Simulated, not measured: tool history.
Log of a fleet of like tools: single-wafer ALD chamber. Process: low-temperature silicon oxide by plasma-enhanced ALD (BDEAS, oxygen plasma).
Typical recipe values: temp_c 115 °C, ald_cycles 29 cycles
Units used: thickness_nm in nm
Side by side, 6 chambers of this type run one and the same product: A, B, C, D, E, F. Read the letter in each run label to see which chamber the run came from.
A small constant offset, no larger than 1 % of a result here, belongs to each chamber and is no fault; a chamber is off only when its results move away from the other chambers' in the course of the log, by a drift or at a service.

run   hour  temp_c  ald_cycles  read-back reference wafer on the same gauge, thickness_nm  thickness_nm
 1A   11.6     115          29                                                     4.3882        4.0551
 2D   26.3     115          29                                                     4.3920        4.0662
 3F   39.8     115          29                                                     4.3894        4.0330
 4C   49.2     115          29                                                     4.3909        4.0125
 5E   58.5     115          29                                                     4.3908        3.9957
 6B   69.1     115          29                                                     4.3902        4.0392
 7A   84.2     102          23                                                     4.3899        3.2706
 8E   92.6     102          23                                                     4.3910        3.2526
 9F  106.0     102          23                                                     4.3906        3.2743
10B  118.0     102          23                                                     4.3898        3.2776
11C  130.9     102          23                                                     4.3866        3.2654
12D  144.1     102          23                                                     4.3894        3.3061
13A  154.0     115          29                                                     4.3906        4.0402
14D  164.6     115          29                                                     4.3888        4.0586
     166.3  -- chamber A: thermocouple changed; heater temperature recalibrated
15E  172.8     102          27                                                     4.3923        3.8191
16F  184.0     102          27                                                     4.3884        3.8425
17B  194.4     102          27                                                     4.3887        3.8592
18C  208.5     102          27                                                     4.3893        3.8313
19D  217.2     102          27                                                     4.3900        3.8763
20E  231.0     102          27                                                     4.3895        3.8229
21F  239.7     115          29                                                     4.3895        4.0317
22B  249.4     115          29                                                     4.3892        4.0512
23C  260.7     127          29                                                     4.3882        3.9275
24A  273.8     127          29                                                     4.3901        3.9684
25C  286.8     127          29                                                     4.3912        3.9156
26A  297.7     127          29                                                     4.3883        3.9784
27B  306.5     127          29                                                     4.3884        3.9570
28F  319.2     127          29                                                     4.3897        3.9554
29D  327.4     115          29                                                     4.3880        4.0535
30E  335.8     115          29                                                     4.3874        4.0248
31F  347.9     115          29                                                     4.3908        4.0274
32B  357.3     115          29                                                     4.3899        4.0272
     362.8  -- chamber F: thermocouple changed; heater temperature recalibrated
33E  369.1     115          29                                                     4.3909        4.0060
34D  382.2     106          29                                                     4.3924        4.1320
35A  395.7     106          29                                                     4.3912        4.1257
36C  404.7     106          29                                                     4.3886        4.0780
37F  412.4     106          29                                                     4.3892        4.1035
38A  424.6     106          29                                                     4.3874        4.1075

Which is it: a chamber that has drifted or been left off by a service, a gauge drift common to all chambers, or only each chamber's usual small offset? If a chamber is off, name it and its likeliest cause.

No chamber stands off beyond its own small offset, and the gauge holds steady.
